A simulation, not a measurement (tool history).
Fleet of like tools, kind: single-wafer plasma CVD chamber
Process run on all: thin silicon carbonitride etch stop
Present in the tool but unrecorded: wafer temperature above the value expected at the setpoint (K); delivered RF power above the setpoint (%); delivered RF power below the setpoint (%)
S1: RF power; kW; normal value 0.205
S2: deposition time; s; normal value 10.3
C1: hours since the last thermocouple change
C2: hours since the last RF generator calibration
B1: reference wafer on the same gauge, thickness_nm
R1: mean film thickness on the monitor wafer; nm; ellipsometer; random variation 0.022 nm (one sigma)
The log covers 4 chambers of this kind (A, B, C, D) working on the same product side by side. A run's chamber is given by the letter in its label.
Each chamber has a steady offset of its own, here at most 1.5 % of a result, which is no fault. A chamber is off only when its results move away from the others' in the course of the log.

run	hour	S1	S2	C1	C2	B1	R1
# hour 5.6: chamber B: thermocouple changed; heater temperature recalibrated
1B	9.0	0.205	10.3	3.4	440.6	6.2651	5.9622
2A	14.9	0.205	10.3	957.9	445.1	6.2693	5.9697
3D	24.9	0.205	10.3	427.0	1323.3	6.2691	5.9544
4C	32.7	0.205	10.3	898.8	73.2	6.2703	5.8699
5A	42.3	0.205	10.3	985.3	472.5	6.2729	5.9924
6D	47.4	0.205	10.3	449.5	1345.8	6.2668	5.9563
7B	54.8	0.185	11.5	49.2	486.4	6.2707	6.4186
8C	60.9	0.185	11.5	927.0	101.4	6.2668	6.4154
9A	70.0	0.185	11.5	1013.0	500.2	6.2684	6.5090
10C	79.3	0.185	11.5	945.4	119.8	6.2713	6.4742
11B	84.1	0.205	10.3	78.5	515.7	6.2733	5.9658
12D	90.4	0.205	10.3	492.5	1388.8	6.2690	5.9446
13C	100.3	0.205	10.3	966.4	140.8	6.2682	5.9332
14A	105.0	0.205	10.3	1048.0	535.2	6.2677	5.9912
# hour 109.4: chamber D: RF generator calibrated
15B	115.1	0.205	10.3	109.5	546.7	6.2688	5.9570
16D	120.6	0.205	10.3	522.7	11.2	6.2675	5.9249
17B	126.3	0.205	10.3	120.7	557.9	6.2697	6.0041
18C	134.2	0.205	10.3	1000.3	174.7	6.2684	5.9228
19D	139.5	0.205	10.3	541.6	30.1	6.2681	5.9685
20A	146.6	0.205	10.3	1089.6	576.8	6.2675	5.9741
21A	155.0	0.205	10.3	1098.0	585.2	6.2745	6.0211
22B	165.1	0.205	10.3	159.5	596.7	6.2726	5.9962
23D	174.4	0.205	10.3	576.5	65.0	6.2721	5.9321
24C	180.9	0.205	10.3	1047.0	221.4	6.2723	5.9459

All chambers now run identical settings, listed one chamber a line with results as question marks. What results will each chamber show?
25A	188.5	0.205	9.4				?
25B	188.5	0.205	9.4				?
25C	188.5	0.205	9.4				?
25D	188.5	0.205	9.4				?

run	R1
25A	5.4293
25B	5.4458
25C	5.3877
25D	5.4013
